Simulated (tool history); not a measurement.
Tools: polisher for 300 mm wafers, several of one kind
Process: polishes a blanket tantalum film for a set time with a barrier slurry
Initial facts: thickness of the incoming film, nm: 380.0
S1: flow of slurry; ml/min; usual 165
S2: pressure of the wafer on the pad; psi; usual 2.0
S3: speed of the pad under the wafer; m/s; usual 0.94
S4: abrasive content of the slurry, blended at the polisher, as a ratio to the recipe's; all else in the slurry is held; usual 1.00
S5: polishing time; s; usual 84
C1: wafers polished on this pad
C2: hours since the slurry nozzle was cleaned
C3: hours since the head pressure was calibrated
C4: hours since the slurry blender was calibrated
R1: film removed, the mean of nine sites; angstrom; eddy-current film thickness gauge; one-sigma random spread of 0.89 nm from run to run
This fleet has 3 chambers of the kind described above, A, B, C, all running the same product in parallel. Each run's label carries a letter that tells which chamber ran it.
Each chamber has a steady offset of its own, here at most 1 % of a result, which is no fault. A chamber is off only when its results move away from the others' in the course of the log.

run,day,S1,S2,S3,S4,S5,C1,C2,C3,C4,R1
1A,0.396,165,2.0,0.94,1.00,84,537,304.4,307.6,487.8,1167.7
2C,0.679,165,2.0,0.94,1.00,84,325,463.0,190.1,351.0,1176.6
# day 0.854: chamber A: slurry blender recalibrated
3B,1.033,165,2.0,0.94,1.00,84,179,484.1,226.9,333.5,1170.3
# day 1.050: chamber A: worn pad replaced by a new one
4B,1.592,165,2.0,0.94,1.00,84,263,497.5,240.3,346.9,1182.8
5C,2.021,165,2.0,0.94,1.00,84,525,495.2,222.3,383.2,1157.4
6A,2.446,165,2.0,0.94,1.00,84,208,353.6,356.8,38.2,1180.1
7A,2.854,165,2.0,0.94,1.00,84,269,363.4,366.6,48.0,1178.1
# day 2.988: chamber A: head pressure recalibrated
8B,3.225,165,2.0,0.94,1.00,84,506,536.7,279.5,386.1,1158.3
# day 3.525: chamber C: slurry nozzle cleaned
9C,3.646,165,2.0,0.94,1.00,84,767,3.0,261.3,422.2,1156.8
10A,3.912,165,2.0,0.94,1.15,84,426,388.8,22.3,73.4,1219.2
# day 3.967: chamber C: worn pad replaced by a new one
11B,4.275,165,2.0,0.94,1.15,84,663,561.9,304.7,411.3,1208.1
# day 4.775: chamber B: worn pad replaced by a new one
12C,4.867,165,2.0,0.94,1.15,84,134,32.3,290.6,451.5,1200.6
# day 5.017: chamber A: worn pad replaced by a new one
# day 5.062: chamber C: slurry blender recalibrated
# day 5.246: chamber B: slurry blender recalibrated
13C,5.450,165,2.0,0.94,1.00,84,221,46.3,304.6,9.3,1140.4
14B,5.788,165,2.0,0.94,1.00,84,151,598.2,341.0,13.1,1159.4
15A,6.108,165,2.0,0.94,1.00,84,163,441.5,75.0,126.1,1179.8
# day 6.483: chamber B: slurry nozzle cleaned
16B,6.642,165,2.0,0.94,1.00,84,278,3.8,361.5,33.6,1158.5
17A,6.996,165,2.0,0.94,1.00,84,295,462.8,96.3,147.4,1152.5
18C,7.267,165,2.0,0.94,1.00,84,491,89.9,348.2,52.9,1149.7
19A,7.721,165,2.0,0.94,1.00,84,403,480.2,113.7,164.8,1181.8
20C,8.329,165,2.0,0.94,1.00,84,650,115.4,373.7,78.4,1160.2
21B,8.625,165,2.0,0.94,1.00,84,574,51.4,409.1,81.2,1168.2
22B,9.162,165,2.0,0.94,1.00,84,654,64.3,422.0,94.1,1153.5
# day 9.375: chamber C: worn pad replaced by a new one
# day 9.512: chamber A: worn pad replaced by a new one
23C,9.762,165,1.5,1.14,1.00,84,58,149.8,408.1,112.8,1047.4
24A,10.058,165,1.5,1.14,1.00,84,81,536.3,169.8,220.9,1074.9

Next, all 3 chambers run the settings below, one line each with question marks for the results. What does each chamber give?
25A,10.496,165,2.0,0.94,1.00,84,,,,,?
25B,10.496,165,2.0,0.94,1.00,84,,,,,?
25C,10.496,165,2.0,0.94,1.00,84,,,,,?

run,R1
25A,1179.0
25B,1157.4
25C,1144.4
